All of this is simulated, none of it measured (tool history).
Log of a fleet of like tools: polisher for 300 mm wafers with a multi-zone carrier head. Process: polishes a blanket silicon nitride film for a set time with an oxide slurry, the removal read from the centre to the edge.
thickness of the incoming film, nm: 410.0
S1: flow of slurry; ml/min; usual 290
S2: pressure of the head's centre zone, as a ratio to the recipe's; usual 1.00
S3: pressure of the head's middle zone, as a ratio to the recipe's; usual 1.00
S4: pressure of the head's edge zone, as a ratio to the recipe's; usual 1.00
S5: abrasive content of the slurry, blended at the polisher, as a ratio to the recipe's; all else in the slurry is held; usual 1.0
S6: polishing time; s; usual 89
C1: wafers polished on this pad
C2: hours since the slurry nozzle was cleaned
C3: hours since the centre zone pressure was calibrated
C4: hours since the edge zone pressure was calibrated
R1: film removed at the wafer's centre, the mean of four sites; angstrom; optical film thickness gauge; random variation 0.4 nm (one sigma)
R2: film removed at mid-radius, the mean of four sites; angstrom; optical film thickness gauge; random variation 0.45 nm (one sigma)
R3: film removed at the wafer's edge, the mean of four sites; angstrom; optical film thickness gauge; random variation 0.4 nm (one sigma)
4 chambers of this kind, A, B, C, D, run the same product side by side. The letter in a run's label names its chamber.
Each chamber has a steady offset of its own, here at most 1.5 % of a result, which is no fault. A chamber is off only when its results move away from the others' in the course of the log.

run     day   S1    S2    S3    S4   S5  S6    C1     C2      C3     C4      R1      R2      R3
 1B   0.475  290  1.00  1.00  1.00  1.0  89  1004  245.4   318.9  518.8  455.43  457.69  453.54
      0.496  -- chamber A: worn pad replaced by a new one
 2C   0.833  290  1.00  1.00  1.00  1.0  89  1045  115.2   279.8  317.5  461.51  449.13  452.58
      1.012  -- chamber D: centre zone pressure recalibrated
 3D   1.488  290  1.00  1.00  1.00  1.0  89   349  110.3    11.4  197.3  460.89  457.78  454.42
 4A   1.871  290  1.00  1.00  1.00  1.0  89   245  153.0   929.0  252.9  455.57  458.64  453.26
      2.296  -- chamber B: worn pad replaced by a new one
 5D   2.533  290  1.00  1.00  1.00  1.0  89   536  135.4    36.5  222.4  464.50  450.04  458.35
      2.617  -- chamber C: worn pad replaced by a new one
 6C   2.846  290  1.00  1.00  1.00  1.0  89    40  163.5   328.1  365.8  458.24  459.36  449.47
 7B   3.292  350  1.00  1.00  1.00  1.0  89   177  313.0   386.5  586.4  471.66  465.30  458.92
 8A   3.767  350  1.00  1.00  1.00  1.0  89   584  198.5   974.5  298.4  459.87  471.27  463.52
 9D   4.396  350  1.00  1.00  1.00  1.0  89   868  180.1    81.2  267.1  468.06  465.41  460.65
10B   4.775  350  1.00  1.00  1.00  1.0  89   442  348.6   422.1  622.0  457.73  469.79  462.84
      5.188  -- chamber A: worn pad replaced by a new one
      5.250  -- chamber D: worn pad replaced by a new one
11C   5.254  290  1.00  1.00  1.00  1.0  89   470  221.3   385.9  423.6  455.62  452.33  449.66
      5.625  -- chamber A: slurry nozzle cleaned
12A   5.788  290  1.09  1.00  1.00  1.0  89   107    3.9  1023.0  346.9  503.99  455.91  461.39
13A   6.183  290  1.09  1.00  1.00  1.0  89   178   13.4  1032.5  356.4  502.05  455.36  460.41
14D   6.779  290  1.09  1.00  1.00  1.0  89   273  237.3   138.4  324.3  504.94  451.05  455.26
15C   7.338  290  1.09  1.00  1.00  1.0  89   842  271.3   435.9  473.6  505.34  457.84  443.38
      7.721  -- chamber C: centre zone pressure recalibrated
16B   7.892  290  1.00  1.00  1.00  1.0  89   998  423.4   496.9  696.8  455.03  456.21  451.18
      8.204  -- chamber B: worn pad replaced by a new one
17B   8.558  290  1.00  1.00  1.00  1.0  89    63  439.4   512.9  712.8  454.97  450.22  450.52
      8.708  -- chamber C: worn pad replaced by a new one
18D   9.096  290  1.00  1.00  1.00  1.0  89   686  292.9   194.0  379.9  455.16  469.17  453.54
19A   9.688  290  1.00  1.00  1.00  1.0  89   803   97.5  1116.6  440.5  451.27  456.55  456.57
      9.867  -- chamber A: worn pad replaced by a new one
20C  10.096  290  1.00  1.00  1.00  1.0  89   247  337.5    57.1  539.8  460.24  448.09  445.87
21C  10.429  290  1.00  1.00  1.00  1.0  89   307  345.5    65.1  547.8  463.36  458.65  440.31
22B  10.996  290  1.00  1.00  1.00  1.0  89   498  497.9   571.4  771.3  452.92  458.59  452.30
23A  11.371  290  1.00  1.00  1.00  1.0  89   269  137.9  1157.0  480.9  455.21  457.93  462.14
24D  11.867  290  1.00  1.00  1.11  1.0  89  1181  359.4   260.5  446.4  461.43  460.98  475.78
     12.371  -- chamber D: worn pad replaced by a new one
25C  12.375  290  1.00  1.00  1.11  1.0  89   654  392.2   111.8  594.5  462.94  458.23  469.17
     12.446  -- chamber B: centre zone pressure recalibrated
26A  12.796  290  1.00  1.00  1.11  1.0  89   523  172.1  1191.2  515.1  449.63  467.92  488.62
27D  13.225  290  1.00  1.00  1.11  1.0  89   152  392.0   293.1  479.0  457.00  461.47  483.78
28B  13.888  290  1.00  1.00  1.00  1.0  89  1014  567.3    34.6  840.7  450.98  454.80  451.83
     14.046  -- chamber A: edge zone pressure recalibrated
     14.125  -- chamber B: worn pad replaced by a new one
     14.192  -- chamber A: worn pad replaced by a new one
29D  14.254  290  1.00  1.00  1.00  0.8  89   336  416.7   317.8  503.7  403.03  406.78  407.92
30B  14.688  290  1.00  1.00  1.00  0.8  89   100  586.5    53.8  859.9  410.81  412.14  413.21
31C  15.075  290  1.00  1.00  1.00  0.8  89  1135  457.0   176.6  659.3  408.41  402.43  401.95
32A  15.471  290  1.00  1.00  1.00  0.8  89   228  236.3  1255.4   34.2  408.14  416.23  412.17
     15.604  -- chamber A: slurry nozzle cleaned
33B  15.850  290  1.00  1.00  1.00  1.0  89   308  614.4    81.7  887.8  460.81  464.34  454.19
     15.954  -- chamber C: worn pad replaced by a new one
34A  16.192  290  1.00  1.00  1.00  1.0  89   356   14.2  1272.7   51.5  449.46  465.58  457.56
35C  16.604  290  1.00  1.00  1.00  1.0  89   116  493.7   213.3  696.0  463.03  446.33  446.59
36D  16.975  290  1.00  1.00  1.00  1.0  89   821  482.0   383.1  569.0  464.32  460.68  453.25
37D  17.388  290  1.00  1.00  1.00  1.0  89   895  491.9   393.0  578.9  460.65  459.49  444.50
38A  17.862  290  1.00  1.00  1.00  1.0  89   654   54.3  1312.8   91.6  459.82  456.62  453.61
39C  18.471  290  1.00  1.00  1.00  1.0  89   449  538.5   258.1  740.8  453.16  444.72  441.33

All 4 chambers run these settings next. Forecast each chamber's results:
40A  18.954  290  1.00  0.94  1.00  1.0  89                   ?   ?   ?
40B  18.954  290  1.00  0.94  1.00  1.0  89                   ?   ?   ?
40C  18.954  290  1.00  0.94  1.00  1.0  89                   ?   ?   ?
40D  18.954  290  1.00  0.94  1.00  1.0  89                   ?   ?   ?

run      R1      R2      R3
40A  452.35  435.43  453.60
40B  458.61  426.56  462.04
40C  459.50  425.90  452.70
40D  452.39  433.97  453.83
